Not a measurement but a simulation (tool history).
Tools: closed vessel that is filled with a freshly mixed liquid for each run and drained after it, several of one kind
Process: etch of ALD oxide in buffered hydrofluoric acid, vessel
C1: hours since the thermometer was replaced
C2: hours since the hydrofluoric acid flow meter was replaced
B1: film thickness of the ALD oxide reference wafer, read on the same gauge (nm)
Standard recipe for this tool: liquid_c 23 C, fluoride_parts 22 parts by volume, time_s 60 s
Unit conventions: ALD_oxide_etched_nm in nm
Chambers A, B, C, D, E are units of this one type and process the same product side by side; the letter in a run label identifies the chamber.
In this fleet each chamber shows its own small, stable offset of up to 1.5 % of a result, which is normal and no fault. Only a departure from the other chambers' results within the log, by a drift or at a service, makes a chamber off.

{"run": "1B", "hour": 13.7, "liquid_c": 23, "fluoride_parts": 22, "time_s": 60, "C1": 500.7, "C2": 1235.3, "B1": 120.0, "ALD_oxide_etched_nm": 60.546}
{"run": "2C", "hour": 23.3, "liquid_c": 23, "fluoride_parts": 22, "time_s": 60, "C1": 641.6, "C2": 849.8, "B1": 120.02, "ALD_oxide_etched_nm": 60.499}
{"run": "3D", "hour": 36.0, "liquid_c": 23, "fluoride_parts": 22, "time_s": 60, "C1": 646.3, "C2": 2538.3, "B1": 120.02, "ALD_oxide_etched_nm": 60.079}
{"run": "4E", "hour": 45.8, "liquid_c": 23, "fluoride_parts": 22, "time_s": 60, "C1": 1561.7, "C2": 1106.6, "B1": 120.02, "ALD_oxide_etched_nm": 59.356}
{"hour": 46.0, "done": "chamber B: thermometer replaced"}
{"run": "5A", "hour": 53.6, "liquid_c": 23, "fluoride_parts": 22, "time_s": 60, "C1": 715.1, "C2": 1113.8, "B1": 120.02, "ALD_oxide_etched_nm": 60.949}
{"hour": 57.6, "done": "chamber E: thermometer replaced"}
{"run": "6A", "hour": 67.1, "liquid_c": 23, "fluoride_parts": 22, "time_s": 60, "C1": 728.6, "C2": 1127.3, "B1": 120.01, "ALD_oxide_etched_nm": 60.432}
{"run": "7D", "hour": 79.6, "liquid_c": 23, "fluoride_parts": 22, "time_s": 60, "C1": 689.9, "C2": 2581.9, "B1": 120.0, "ALD_oxide_etched_nm": 61.023}
{"run": "8B", "hour": 87.9, "liquid_c": 23, "fluoride_parts": 22, "time_s": 60, "C1": 42.0, "C2": 1309.5, "B1": 120.0, "ALD_oxide_etched_nm": 59.371}
{"hour": 93.4, "done": "chamber D: hydrofluoric acid flow meter replaced"}
{"run": "9C", "hour": 98.9, "liquid_c": 23, "fluoride_parts": 22, "time_s": 60, "C1": 717.2, "C2": 925.4, "B1": 120.01, "ALD_oxide_etched_nm": 59.281}
{"run": "10E", "hour": 107.9, "liquid_c": 23, "fluoride_parts": 22, "time_s": 60, "C1": 50.4, "C2": 1168.7, "B1": 120.0, "ALD_oxide_etched_nm": 60.795}
{"run": "11D", "hour": 115.9, "liquid_c": 27, "fluoride_parts": 22, "time_s": 30, "C1": 726.2, "C2": 22.5, "B1": 120.0, "ALD_oxide_etched_nm": 37.793}
{"hour": 126.8, "done": "chamber C: hydrofluoric acid flow meter replaced"}
{"run": "12C", "hour": 127.5, "liquid_c": 27, "fluoride_parts": 22, "time_s": 30, "C1": 745.8, "C2": 0.8, "B1": 119.99, "ALD_oxide_etched_nm": 37.121}
{"run": "13E", "hour": 137.0, "liquid_c": 27, "fluoride_parts": 22, "time_s": 30, "C1": 79.5, "C2": 1197.8, "B1": 120.02, "ALD_oxide_etched_nm": 37.571}
{"run": "14B", "hour": 147.4, "liquid_c": 27, "fluoride_parts": 22, "time_s": 30, "C1": 101.5, "C2": 1369.0, "B1": 120.01, "ALD_oxide_etched_nm": 37.121}
{"run": "15A", "hour": 154.0, "liquid_c": 27, "fluoride_parts": 22, "time_s": 30, "C1": 815.5, "C2": 1214.2, "B1": 120.01, "ALD_oxide_etched_nm": 38.158}
{"run": "16B", "hour": 165.0, "liquid_c": 23, "fluoride_parts": 27, "time_s": 60, "C1": 119.1, "C2": 1386.6, "B1": 120.01, "ALD_oxide_etched_nm": 52.218}
{"run": "17D", "hour": 177.1, "liquid_c": 23, "fluoride_parts": 27, "time_s": 60, "C1": 787.4, "C2": 83.7, "B1": 120.01, "ALD_oxide_etched_nm": 52.732}
{"run": "18A", "hour": 189.2, "liquid_c": 23, "fluoride_parts": 27, "time_s": 60, "C1": 850.7, "C2": 1249.4, "B1": 120.0, "ALD_oxide_etched_nm": 53.35}
{"run": "19C", "hour": 203.3, "liquid_c": 23, "fluoride_parts": 27, "time_s": 60, "C1": 821.6, "C2": 76.6, "B1": 119.99, "ALD_oxide_etched_nm": 51.583}
{"run": "20E", "hour": 212.5, "liquid_c": 23, "fluoride_parts": 27, "time_s": 60, "C1": 155.0, "C2": 1273.3, "B1": 120.02, "ALD_oxide_etched_nm": 52.79}
{"run": "21C", "hour": 218.9, "liquid_c": 23, "fluoride_parts": 22, "time_s": 60, "C1": 837.2, "C2": 92.2, "B1": 120.01, "ALD_oxide_etched_nm": 58.473}
{"run": "22B", "hour": 228.6, "liquid_c": 23, "fluoride_parts": 22, "time_s": 60, "C1": 182.7, "C2": 1450.2, "B1": 120.01, "ALD_oxide_etched_nm": 59.829}
{"run": "23A", "hour": 242.8, "liquid_c": 23, "fluoride_parts": 16, "time_s": 60, "C1": 904.3, "C2": 1303.0, "B1": 120.03, "ALD_oxide_etched_nm": 81.36}
{"run": "24D", "hour": 254.9, "liquid_c": 23, "fluoride_parts": 16, "time_s": 60, "C1": 865.2, "C2": 161.5, "B1": 120.0, "ALD_oxide_etched_nm": 80.119}
{"run": "25E", "hour": 263.3, "liquid_c": 23, "fluoride_parts": 16, "time_s": 60, "C1": 205.8, "C2": 1324.1, "B1": 119.98, "ALD_oxide_etched_nm": 80.59}
{"run": "26D", "hour": 274.9, "liquid_c": 23, "fluoride_parts": 16, "time_s": 60, "C1": 885.2, "C2": 181.5, "B1": 120.0, "ALD_oxide_etched_nm": 80.7}
{"run": "27A", "hour": 286.6, "liquid_c": 23, "fluoride_parts": 16, "time_s": 60, "C1": 948.1, "C2": 1346.8, "B1": 119.98, "ALD_oxide_etched_nm": 80.58}
{"hour": 294.3, "done": "chamber D: thermometer replaced"}
{"run": "28C", "hour": 300.3, "liquid_c": 21, "fluoride_parts": 22, "time_s": 85, "C1": 918.6, "C2": 173.6, "B1": 120.01, "ALD_oxide_etched_nm": 72.55}
{"run": "29E", "hour": 314.3, "liquid_c": 21, "fluoride_parts": 22, "time_s": 85, "C1": 256.8, "C2": 1375.1, "B1": 120.0, "ALD_oxide_etched_nm": 76.81}
{"run": "30B", "hour": 325.9, "liquid_c": 21, "fluoride_parts": 22, "time_s": 85, "C1": 280.0, "C2": 1547.5, "B1": 120.01, "ALD_oxide_etched_nm": 74.887}
{"run": "31A", "hour": 337.3, "liquid_c": 21, "fluoride_parts": 22, "time_s": 85, "C1": 998.8, "C2": 1397.5, "B1": 120.01, "ALD_oxide_etched_nm": 77.476}
{"run": "32C", "hour": 348.7, "liquid_c": 21, "fluoride_parts": 22, "time_s": 85, "C1": 967.0, "C2": 222.0, "B1": 120.02, "ALD_oxide_etched_nm": 69.804}
{"run": "33D", "hour": 363.3, "liquid_c": 23, "fluoride_parts": 22, "time_s": 60, "C1": 69.1, "C2": 269.9, "B1": 119.99, "ALD_oxide_etched_nm": 61.241}
{"run": "34E", "hour": 374.8, "liquid_c": 23, "fluoride_parts": 22, "time_s": 60, "C1": 317.3, "C2": 1435.6, "B1": 120.01, "ALD_oxide_etched_nm": 59.791}
{"run": "35B", "hour": 383.8, "liquid_c": 23, "fluoride_parts": 22, "time_s": 60, "C1": 337.9, "C2": 1605.4, "B1": 120.02, "ALD_oxide_etched_nm": 59.513}
{"run": "36D", "hour": 397.2, "liquid_c": 20, "fluoride_parts": 22, "time_s": 60, "C1": 103.0, "C2": 303.8, "B1": 119.99, "ALD_oxide_etched_nm": 52.009}
{"run": "37B", "hour": 411.8, "liquid_c": 20, "fluoride_parts": 22, "time_s": 60, "C1": 365.9, "C2": 1633.4, "B1": 119.99, "ALD_oxide_etched_nm": 51.262}
{"hour": 420.8, "done": "chamber A: hydrofluoric acid flow meter replaced"}
{"run": "38E", "hour": 423.6, "liquid_c": 20, "fluoride_parts": 22, "time_s": 60, "C1": 366.1, "C2": 1484.4, "B1": 120.0, "ALD_oxide_etched_nm": 51.848}
{"run": "39C", "hour": 432.8, "liquid_c": 20, "fluoride_parts": 22, "time_s": 60, "C1": 1051.1, "C2": 306.1, "B1": 120.02, "ALD_oxide_etched_nm": 45.357}
{"run": "40A", "hour": 447.3, "liquid_c": 20, "fluoride_parts": 22, "time_s": 60, "C1": 1108.8, "C2": 26.5, "B1": 120.0, "ALD_oxide_etched_nm": 51.257}

One chamber off, gauge drift, or nothing amiss beyond the chambers' own small offsets? If it is a chamber, which one, and what is the likeliest cause?

Chamber C drifts away from the others.
Cause: liquid colder than its thermometer reads (K) = 2.13.

Which of the 4 candidates below, each the usual settings with something changed and its results left as question marks, puts chamber C back in line with what the other chambers give on the usual settings?
In line here means within this much of the mean the other chambers give on the usual settings: ALD_oxide_etched_nm 2.000 nm
{"run": "41C-1", "hour": 457.8, "liquid_c": 25.5, "fluoride_parts": 22.0, "time_s": 60, "ALD_oxide_etched_nm": "?"}
{"run": "41C-2", "hour": 457.8, "liquid_c": 23.0, "fluoride_parts": 23.0, "time_s": 55, "ALD_oxide_etched_nm": "?"}
{"run": "41C-3", "hour": 457.8, "liquid_c": 22.0, "fluoride_parts": 22.0, "time_s": 60, "ALD_oxide_etched_nm": "?"}
{"run": "41C-4", "hour": 457.8, "liquid_c": 23.0, "fluoride_parts": 20.5, "time_s": 60, "ALD_oxide_etched_nm": "?"}

Other chambers, usual settings, mean: ALD_oxide_etched_nm 60.621 nm
run=41C-1 ALD_oxide_etched_nm=61.548
run=41C-2 ALD_oxide_etched_nm=47.726
run=41C-3 ALD_oxide_etched_nm=50.772
run=41C-4 ALD_oxide_etched_nm=56.317
41C-1 brings the chamber back in line.
